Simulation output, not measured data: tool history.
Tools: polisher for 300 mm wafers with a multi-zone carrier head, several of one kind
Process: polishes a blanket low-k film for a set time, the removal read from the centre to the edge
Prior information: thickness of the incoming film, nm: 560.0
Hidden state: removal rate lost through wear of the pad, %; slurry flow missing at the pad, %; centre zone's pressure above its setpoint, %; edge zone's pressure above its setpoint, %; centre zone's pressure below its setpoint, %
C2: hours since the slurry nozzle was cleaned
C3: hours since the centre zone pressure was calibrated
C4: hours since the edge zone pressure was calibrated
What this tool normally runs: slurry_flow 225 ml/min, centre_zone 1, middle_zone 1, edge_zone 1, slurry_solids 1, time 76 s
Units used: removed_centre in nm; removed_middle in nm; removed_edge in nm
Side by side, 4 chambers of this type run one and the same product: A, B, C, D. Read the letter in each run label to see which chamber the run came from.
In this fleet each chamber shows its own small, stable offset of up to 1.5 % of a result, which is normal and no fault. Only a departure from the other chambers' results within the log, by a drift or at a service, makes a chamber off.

-- day=0.417 chamber A: worn pad replaced by a new one
run 1C day=0.529 | slurry_flow=225 centre_zone=1 middle_zone=1 edge_zone=1 slurry_solids=1 time=76 | wafers_polished_on_this_pad=235 C2=47.6 C3=443.4 C4=258.1 | removed_centre=36.466 removed_middle=36.826 removed_edge=36.228
-- day=0.867 chamber D: worn pad replaced by a new one
run 2B day=0.95 | slurry_flow=225 centre_zone=1 middle_zone=1 edge_zone=1 slurry_solids=1 time=76 | wafers_polished_on_this_pad=514 C2=351.1 C3=124.6 C4=308.4 | removed_centre=36.197 removed_middle=37.575 removed_edge=36.057
run 3D day=1.3 | slurry_flow=225 centre_zone=1 middle_zone=1 edge_zone=1 slurry_solids=1 time=76 | wafers_polished_on_this_pad=71 C2=169.6 C3=251.6 C4=180.7 | removed_centre=36.056 removed_middle=36.672 removed_edge=37.199
run 4A day=1.838 | slurry_flow=225 centre_zone=1 middle_zone=1 edge_zone=1 slurry_solids=1 time=76 | wafers_polished_on_this_pad=235 C2=61 C3=115.3 C4=560.7 | removed_centre=35.724 removed_middle=36.448 removed_edge=36.446
run 5C day=2.371 | slurry_flow=225 centre_zone=1 middle_zone=1 edge_zone=1 slurry_solids=1 time=76 | wafers_polished_on_this_pad=540 C2=91.8 C3=487.6 C4=302.3 | removed_centre=36.699 removed_middle=38.047 removed_edge=36.715
run 6D day=2.954 | slurry_flow=225 centre_zone=1 middle_zone=1 edge_zone=1 slurry_solids=1 time=76 | wafers_polished_on_this_pad=346 C2=209.3 C3=291.3 C4=220.4 | removed_centre=36.839 removed_middle=37.101 removed_edge=37.153
run 7A day=3.538 | slurry_flow=225 centre_zone=1 middle_zone=1 edge_zone=1 slurry_solids=1 time=76 | wafers_polished_on_this_pad=517 C2=101.8 C3=156.1 C4=601.5 | removed_centre=35.616 removed_middle=37.134 removed_edge=36.525
-- day=3.925 chamber A: worn pad replaced by a new one
-- day=4.129 chamber D: slurry nozzle cleaned
-- day=4.167 chamber C: worn pad replaced by a new one
run 8B day=4.179 | slurry_flow=225 centre_zone=1 middle_zone=1 edge_zone=1 slurry_solids=1 time=76 | wafers_polished_on_this_pad=1049 C2=428.6 C3=202.1 C4=385.9 | removed_centre=36.578 removed_middle=36.791 removed_edge=36.357
-- day=4.346 chamber D: worn pad replaced by a new one
-- day=4.429 chamber A: edge zone pressure recalibrated
run 9D day=4.575 | slurry_flow=225 centre_zone=1 middle_zone=1 edge_zone=1 slurry_solids=1 time=76 | wafers_polished_on_this_pad=38 C2=10.7 C3=330.2 C4=259.3 | removed_centre=36.56 removed_middle=37.091 removed_edge=36.894
run 10B day=4.896 | slurry_flow=225 centre_zone=1 middle_zone=1 edge_zone=1 slurry_solids=1 time=76 | wafers_polished_on_this_pad=1168 C2=445.8 C3=219.3 C4=403.1 | removed_centre=36.892 removed_middle=36.659 removed_edge=36.275
-- day=4.988 chamber B: worn pad replaced by a new one
run 11C day=5.346 | slurry_flow=225 centre_zone=1 middle_zone=1 edge_zone=1 slurry_solids=1 time=76 | wafers_polished_on_this_pad=195 C2=163.2 C3=559 C4=373.7 | removed_centre=36.244 removed_middle=37.509 removed_edge=36.31
-- day=5.367 chamber C: edge zone pressure recalibrated
run 12A day=5.717 | slurry_flow=225 centre_zone=1 middle_zone=1 edge_zone=1 slurry_solids=1 time=76 | wafers_polished_on_this_pad=297 C2=154.1 C3=208.4 C4=30.9 | removed_centre=35.771 removed_middle=35.671 removed_edge=36.65
run 13D day=6.142 | slurry_flow=225 centre_zone=1 middle_zone=1.05 edge_zone=0.92 slurry_solids=1 time=76 | wafers_polished_on_this_pad=297 C2=48.3 C3=367.8 C4=296.9 | removed_centre=36.794 removed_middle=37.221 removed_edge=35.488
run 14B day=6.55 | slurry_flow=225 centre_zone=1 middle_zone=1.05 edge_zone=0.92 slurry_solids=1 time=76 | wafers_polished_on_this_pad=259 C2=485.5 C3=259 C4=442.8 | removed_centre=37.182 removed_middle=39.162 removed_edge=34.503
run 15A day=7.083 | slurry_flow=225 centre_zone=1 middle_zone=1.05 edge_zone=0.92 slurry_solids=1 time=76 | wafers_polished_on_this_pad=523 C2=186.9 C3=241.2 C4=63.7 | removed_centre=36.458 removed_middle=38.313 removed_edge=34.708
run 16C day=7.471 | slurry_flow=225 centre_zone=1 middle_zone=1.05 edge_zone=0.92 slurry_solids=1 time=76 | wafers_polished_on_this_pad=548 C2=214.2 C3=610 C4=50.6 | removed_centre=36.961 removed_middle=37.407 removed_edge=34.817
-- day=7.625 chamber A: worn pad replaced by a new one
run 17B day=7.912 | slurry_flow=225 centre_zone=1 middle_zone=1 edge_zone=1 slurry_solids=1 time=76 | wafers_polished_on_this_pad=484 C2=518.2 C3=291.7 C4=475.5 | removed_centre=36.82 removed_middle=36.545 removed_edge=36.295
-- day=7.992 chamber D: worn pad replaced by a new one
-- day=8.212 chamber A: slurry nozzle cleaned
run 18C day=8.562 | slurry_flow=225 centre_zone=1 middle_zone=1 edge_zone=1 slurry_solids=1 time=76 | wafers_polished_on_this_pad=729 C2=240.4 C3=636.2 C4=76.8 | removed_centre=36.179 removed_middle=36.688 removed_edge=36.527
run 19D day=8.896 | slurry_flow=225 centre_zone=1 middle_zone=1 edge_zone=1 slurry_solids=1 time=76 | wafers_polished_on_this_pad=149 C2=114.4 C3=433.9 C4=363 | removed_centre=36.447 removed_middle=36.069 removed_edge=36.724
run 20A day=9.454 | slurry_flow=225 centre_zone=1 middle_zone=1 edge_zone=1 slurry_solids=1 time=76 | wafers_polished_on_this_pad=303 C2=29.9 C3=298.1 C4=120.6 | removed_centre=36.334 removed_middle=36.485 removed_edge=36.743
-- day=9.658 chamber C: worn pad replaced by a new one
run 21A day=10.071 | slurry_flow=225 centre_zone=1 middle_zone=1 edge_zone=1 slurry_solids=1 time=76 | wafers_polished_on_this_pad=405 C2=44.7 C3=312.9 C4=135.4 | removed_centre=35.586 removed_middle=37.544 removed_edge=36.714
run 22C day=10.421 | slurry_flow=225 centre_zone=1 middle_zone=1 edge_zone=1 slurry_solids=1 time=76 | wafers_polished_on_this_pad=126 C2=285 C3=680.8 C4=121.4 | removed_centre=36.522 removed_middle=36.13 removed_edge=36.406
-- day=10.575 chamber B: centre zone pressure recalibrated
-- day=10.583 chamber C: centre zone pressure recalibrated
-- day=10.712 chamber B: edge zone pressure recalibrated
run 23D day=10.9 | slurry_flow=225 centre_zone=1 middle_zone=1 edge_zone=1 slurry_solids=1 time=76 | wafers_polished_on_this_pad=482 C2=162.5 C3=482 C4=411.1 | removed_centre=36.128 removed_middle=36.428 removed_edge=36.886
-- day=11.45 chamber A: worn pad replaced by a new one
-- day=11.538 chamber B: worn pad replaced by a new one
run 24B day=11.542 | slurry_flow=225 centre_zone=1 middle_zone=1 edge_zone=1 slurry_solids=1 time=76 | wafers_polished_on_this_pad=1 C2=605.3 C3=23.2 C4=19.9 | removed_centre=35.694 removed_middle=37.298 removed_edge=35.914
run 25D day=11.95 | slurry_flow=225 centre_zone=1 middle_zone=1 edge_zone=1 slurry_solids=1 time=76 | wafers_polished_on_this_pad=656 C2=187.7 C3=507.2 C4=436.3 | removed_centre=36.256 removed_middle=35.853 removed_edge=36.348
-- day=12.292 chamber D: worn pad replaced by a new one
run 26C day=12.588 | slurry_flow=225 centre_zone=1 middle_zone=1 edge_zone=1 slurry_solids=1 time=76 | wafers_polished_on_this_pad=485 C2=337 C3=48.2 C4=173.4 | removed_centre=33.396 removed_middle=36.33 removed_edge=36.359
-- day=12.904 chamber B: slurry nozzle cleaned
run 27A day=12.962 | slurry_flow=225 centre_zone=1 middle_zone=1 edge_zone=1 slurry_solids=1 time=76 | wafers_polished_on_this_pad=250 C2=114.1 C3=382.3 C4=204.8 | removed_centre=35.491 removed_middle=36.694 removed_edge=36.681
run 28B day=13.592 | slurry_flow=225 centre_zone=1 middle_zone=1 edge_zone=1 slurry_solids=1 time=76 | wafers_polished_on_this_pad=341 C2=16.6 C3=72.4 C4=69.1 | removed_centre=36.361 removed_middle=36.56 removed_edge=36.815
run 29A day=13.888 | slurry_flow=225 centre_zone=1 middle_zone=1 edge_zone=0.89 slurry_solids=1 time=90 | wafers_polished_on_this_pad=404 C2=136.3 C3=404.5 C4=227 | removed_centre=42.419 removed_middle=42.754 removed_edge=40.52
run 30D day=14.2 | slurry_flow=225 centre_zone=1 middle_zone=1 edge_zone=0.89 slurry_solids=1 time=90 | wafers_polished_on_this_pad=316 C2=241.7 C3=561.2 C4=490.3 | removed_centre=42.673 removed_middle=42.747 removed_edge=40.746
run 31B day=14.521 | slurry_flow=225 centre_zone=1 middle_zone=1 edge_zone=0.89 slurry_solids=1 time=90 | wafers_polished_on_this_pad=495 C2=38.9 C3=94.7 C4=91.4 | removed_centre=44.064 removed_middle=44.298 removed_edge=40.328
-- day=14.808 chamber A: worn pad replaced by a new one
run 32C day=15.008 | slurry_flow=225 centre_zone=1 middle_zone=1 edge_zone=0.89 slurry_solids=1 time=90 | wafers_polished_on_this_pad=887 C2=395.1 C3=106.3 C4=231.5 | removed_centre=38.581 removed_middle=43.651 removed_edge=40.351
-- day=15.046 chamber D: slurry nozzle cleaned
run 33A day=15.425 | slurry_flow=225 centre_zone=1 middle_zone=1 edge_zone=1 slurry_solids=1 time=76 | wafers_polished_on_this_pad=102 C2=173.2 C3=441.4 C4=263.9 | removed_centre=36.481 removed_middle=36.298 removed_edge=36.683
-- day=15.538 chamber C: worn pad replaced by a new one
-- day=15.833 chamber D: worn pad replaced by a new one
run 34C day=15.95 | slurry_flow=225 centre_zone=1 middle_zone=1 edge_zone=1 slurry_solids=1 time=76 | wafers_polished_on_this_pad=68 C2=417.7 C3=128.9 C4=254.1 | removed_centre=33.514 removed_middle=37.425 removed_edge=36.343
run 35B day=16.512 | slurry_flow=225 centre_zone=1 middle_zone=1 edge_zone=1 slurry_solids=1 time=76 | wafers_polished_on_this_pad=825 C2=86.7 C3=142.5 C4=139.2 | removed_centre=37.482 removed_middle=37.419 removed_edge=36.473
-- day=16.646 chamber A: centre zone pressure recalibrated
run 36D day=17.121 | slurry_flow=225 centre_zone=1 middle_zone=1 edge_zone=1 slurry_solids=1 time=76 | wafers_polished_on_this_pad=213 C2=49.8 C3=631.3 C4=560.4 | removed_centre=36.546 removed_middle=37.026 removed_edge=36.491
run 37C day=17.583 | slurry_flow=225 centre_zone=1 middle_zone=1 edge_zone=1 slurry_solids=1 time=76 | wafers_polished_on_this_pad=339 C2=456.9 C3=168.1 C4=293.3 | removed_centre=32.745 removed_middle=37.177 removed_edge=36.584
-- day=17.688 chamber B: worn pad replaced by a new one
run 38D day=18.008 | slurry_flow=225 centre_zone=1 middle_zone=1 edge_zone=1 slurry_solids=1 time=76 | wafers_polished_on_this_pad=360 C2=71.1 C3=652.6 C4=581.7 | removed_centre=36.421 removed_middle=35.44 removed_edge=36.755
-- day=18.442 chamber A: slurry nozzle cleaned
run 39B day=18.612 | slurry_flow=225 centre_zone=1 middle_zone=1 edge_zone=1 slurry_solids=1 time=76 | wafers_polished_on_this_pad=153 C2=137.1 C3=192.9 C4=189.6 | removed_centre=35.616 removed_middle=36.752 removed_edge=36.325
-- day=18.688 chamber A: worn pad replaced by a new one
run 40A day=19.162 | slurry_flow=225 centre_zone=1 middle_zone=1 edge_zone=1 slurry_solids=1 time=76 | wafers_polished_on_this_pad=78 C2=17.3 C3=60.5 C4=353.6 | removed_centre=36.025 removed_middle=36.176 removed_edge=36.098

The same settings go to every chamber for the next run, one line per chamber below. Forecast the results for each:
run 41A day=19.629 | slurry_flow=225 centre_zone=1 middle_zone=1 edge_zone=1 slurry_solids=1 time=76 | removed_centre=? removed_middle=? removed_edge=?
run 41B day=19.629 | slurry_flow=225 centre_zone=1 middle_zone=1 edge_zone=1 slurry_solids=1 time=76 | removed_centre=? removed_middle=? removed_edge=?
run 41C day=19.629 | slurry_flow=225 centre_zone=1 middle_zone=1 edge_zone=1 slurry_solids=1 time=76 | removed_centre=? removed_middle=? removed_edge=?
run 41D day=19.629 | slurry_flow=225 centre_zone=1 middle_zone=1 edge_zone=1 slurry_solids=1 time=76 | removed_centre=? removed_middle=? removed_edge=?

run=41A removed_centre=36.059 removed_middle=37.117 removed_edge=36.774
run=41B removed_centre=36.546 removed_middle=35.934 removed_edge=36.574
run=41C removed_centre=32.384 removed_middle=36.106 removed_edge=36.595
run=41D removed_centre=36.365 removed_middle=36.232 removed_edge=36.795

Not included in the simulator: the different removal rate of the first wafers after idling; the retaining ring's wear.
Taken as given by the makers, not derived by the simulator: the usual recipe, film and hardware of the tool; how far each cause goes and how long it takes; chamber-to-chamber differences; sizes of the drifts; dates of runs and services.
